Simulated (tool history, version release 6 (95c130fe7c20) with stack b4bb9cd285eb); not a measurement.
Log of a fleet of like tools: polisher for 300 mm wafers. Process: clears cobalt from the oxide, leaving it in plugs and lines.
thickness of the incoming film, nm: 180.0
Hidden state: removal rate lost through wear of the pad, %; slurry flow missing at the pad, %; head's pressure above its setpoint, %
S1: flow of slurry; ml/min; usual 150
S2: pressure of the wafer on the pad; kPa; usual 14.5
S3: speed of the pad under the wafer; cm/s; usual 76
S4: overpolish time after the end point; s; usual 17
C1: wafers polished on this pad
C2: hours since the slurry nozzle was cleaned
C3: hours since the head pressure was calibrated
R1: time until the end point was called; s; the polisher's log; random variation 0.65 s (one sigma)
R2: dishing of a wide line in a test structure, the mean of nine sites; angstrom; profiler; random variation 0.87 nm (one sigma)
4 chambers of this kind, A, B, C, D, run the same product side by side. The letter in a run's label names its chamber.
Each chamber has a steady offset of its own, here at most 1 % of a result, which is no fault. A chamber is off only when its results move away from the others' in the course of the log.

run   hour   S1    S2  S3  S4    C1     C2      C3      R1      R2
 1B    7.3  150  14.5  76  17   912  351.6  1046.7  40.538  420.12
 2C   22.2  150  14.5  76  17   731  222.1   395.6  40.834  420.01
      26.1  -- chamber D: worn pad replaced by a new one
      26.4  -- chamber C: worn pad replaced by a new one
 3D   32.1  150  14.5  76  17    77   32.3   953.2  39.086  423.05
      36.2  -- chamber B: slurry nozzle cleaned
 4A   41.9  150  14.5  76  17   759   79.2   790.8  39.221  427.29
 5C     53  150  14.5  76  17   339  252.9   426.4  38.768  417.25
        59  -- chamber A: worn pad replaced by a new one
      60.1  -- chamber B: worn pad replaced by a new one
 6B   63.2  150  14.5  76  17    39     27  1102.6  39.247  413.16
 7D   76.2  150  14.5  76   9   638   76.4   997.3  38.803  291.86
 8A   86.7  150  14.5  76   9   352    124   835.6  38.491  283.95
      87.7  -- chamber C: head pressure recalibrated
 9B   97.2  150  14.5  76   9   472     61  1136.6  40.346   286.8
     101.3  -- chamber C: worn pad replaced by a new one
10C  109.3  150  14.5  76   9   102  309.2    21.7  39.466  287.87
     110.2  -- chamber D: worn pad replaced by a new one
11D  116.4  180  18.6  76  17    80  116.6  1037.5  29.438  473.96
12A  128.4  180  18.6  76  17   883  165.7   877.3  29.373  469.96
     133.1  -- chamber A: worn pad replaced by a new one
13C  138.6  180  18.6  76  17   475  338.5      51  29.881  468.11
14A  149.6  180  18.6  76  17   210  186.9   898.5  28.993  466.65
     156.2  -- chamber B: worn pad replaced by a new one
15D  164.3  150  14.5  76  17   689  164.5  1085.4  39.649  410.36
16B    177  180  14.5  76  20   265  140.8  1216.4  38.427  462.77
     181.4  -- chamber C: worn pad replaced by a new one
17A  184.1  180  14.5  76  20   649  221.4     933  37.745  469.25
     195.9  -- chamber D: worn pad replaced by a new one
18D    196  180  14.5  76  20     1  196.2  1117.1  38.857  449.92
     199.1  -- chamber A: worn pad replaced by a new one
19C  204.2  180  14.5  76  20   290  404.1   116.6  38.426  461.41
     215.2  -- chamber D: head pressure recalibrated
20B    216  150  14.5  76  17   761  179.8  1255.4  39.528  420.52
21A  229.9  150  14.5  76  17   393  267.2   978.8  38.586  407.36
22D  243.4  130  14.5  76   8   604  243.6    28.3  40.342  258.07
     244.9  -- chamber C: worn pad replaced by a new one
23B  254.6  130  14.5  76   8  1253  218.4    1294  40.844  265.24
24C  264.1  130  14.5  76   8   244    464   176.5  42.527  261.58
     269.4  -- chamber A: worn pad replaced by a new one
     270.9  -- chamber A: head pressure recalibrated
     272.2  -- chamber B: worn pad replaced by a new one
25A  277.2  130  14.5  76   8   100  314.5     6.4  39.278  256.99
     284.2  -- chamber D: worn pad replaced by a new one
26B  288.9  150  14.5  76  17   212  252.7  1328.3   39.01  411.66
27D  302.4  150  14.5  76  17   232  302.6    87.3  38.422  423.09
     303.6  -- chamber A: slurry nozzle cleaned
28C  313.5  150  14.5  76  17   873  513.4   225.9  42.809  412.64
     315.8  -- chamber C: worn pad replaced by a new one
29D  320.5  150  14.5  76  17   463  320.7   105.4  39.627  408.98
30C  327.6  150  14.5  76  17   151  527.5     240  42.051  405.67
     335.3  -- chamber A: worn pad replaced by a new one
31A  337.5  150  14.5  76  17    28     34    66.7  39.117  425.67
32B  345.2  150  14.5  76  17   929    309  1384.6  40.497   416.8
33B  352.4  150  14.5  76  17  1021  316.2  1391.8   39.32  437.04

Is one chamber off against the others, does the gauge drift, or is nothing wrong? If a chamber is off, say which, and what the likeliest cause is.

Chamber C drifts away from the others.
Cause: slurry flow missing at the pad, % = 38.9.
The log may not tell that from: head's pressure below its setpoint, %.

Here are 4 candidates for chamber C's next run, each the usual settings with a change, their results left as question marks. Which one brings its results back in line with what the others give on the usual settings?
In line means no further than this from the other chambers' mean on the usual settings: R1 2.3 s; R2 30 angstrom
34C-1  363.1  150  15.2  80  17               ?   ?
34C-2  363.1  145  13.1  68  17               ?   ?
34C-3  363.1  150  13.8  72  17               ?   ?
34C-4  363.1  155  15.9  84  17               ?   ?

The other chambers' mean on the usual settings: R1 39.258 s; R2 419.84 angstrom
  run      R1      R2
34C-1  39.356  418.57
34C-2  54.117     355
34C-3   48.11  378.95
34C-4  35.543  437.62
34C-1 brings the chamber back in line.
